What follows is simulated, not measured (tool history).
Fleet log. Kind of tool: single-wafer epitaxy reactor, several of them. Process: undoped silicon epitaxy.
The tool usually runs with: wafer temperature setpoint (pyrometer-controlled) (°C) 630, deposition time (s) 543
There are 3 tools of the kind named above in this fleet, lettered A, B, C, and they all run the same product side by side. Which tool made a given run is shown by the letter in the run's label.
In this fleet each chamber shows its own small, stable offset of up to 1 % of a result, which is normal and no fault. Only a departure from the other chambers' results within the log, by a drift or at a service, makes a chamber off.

run  hour  wafer temperature setpoint (pyrometer-controlled) (°C)  deposition time (s)  read-back reference wafer on the same gauge, thickness_nm  mean film thickness on the monitor wafer (nm)
 1A   4.9                                                     630                  543                                                     66.487                                         59.009
 2B   7.6                                                     630                  543                                                     66.516                                         58.351
 3C    13                                                     630                  543                                                     66.503                                         58.368
 4B  15.6                                                     630                  543                                                     66.421                                         58.422
 5A  18.4                                                     630                  543                                                     66.497                                          58.94
 6C  22.5                                                     630                  543                                                     66.442                                         58.131
 7B  25.5                                                     630                  543                                                     66.509                                          58.42
 8A  28.3                                                     630                  543                                                       66.5                                         58.677
 9C  33.5                                                     635                  497                                                     66.566                                         59.573
10A  37.8                                                     635                  497                                                      66.55                                         60.181
11B  40.3                                                     635                  497                                                      66.49                                         59.572
12C  45.8                                                     630                  543                                                     66.571                                         58.023
13C  49.1                                                     630                  543                                                     66.491                                         58.322
14A  52.1                                                     630                  543                                                     66.509                                         58.398
15B    57                                                     630                  543                                                     66.507                                           58.5
16A  59.6                                                     630                  543                                                     66.505                                         58.597
17B  65.1                                                     630                  543                                                       66.5                                         58.196
18C  67.5                                                     630                  543                                                     66.482                                         58.236
19B  70.2                                                     630                  543                                                     66.554                                         57.838
20A    75                                                     630                  543                                                     66.542                                         58.727
21C  79.4                                                     630                  543                                                     66.528                                          58.43
22B  83.1                                                     630                  543                                                     66.472                                         57.929
23C  87.6                                                     630                  543                                                     66.603                                         57.949
24A  90.3                                                     630                  543                                                     66.595                                          58.94

Is one chamber off against the others, does the gauge drift, or is nothing wrong? If a chamber is off, say which, and what the likeliest cause is.

No chamber is off and the gauge is stable; the differences are just each chamber's small, constant offset.

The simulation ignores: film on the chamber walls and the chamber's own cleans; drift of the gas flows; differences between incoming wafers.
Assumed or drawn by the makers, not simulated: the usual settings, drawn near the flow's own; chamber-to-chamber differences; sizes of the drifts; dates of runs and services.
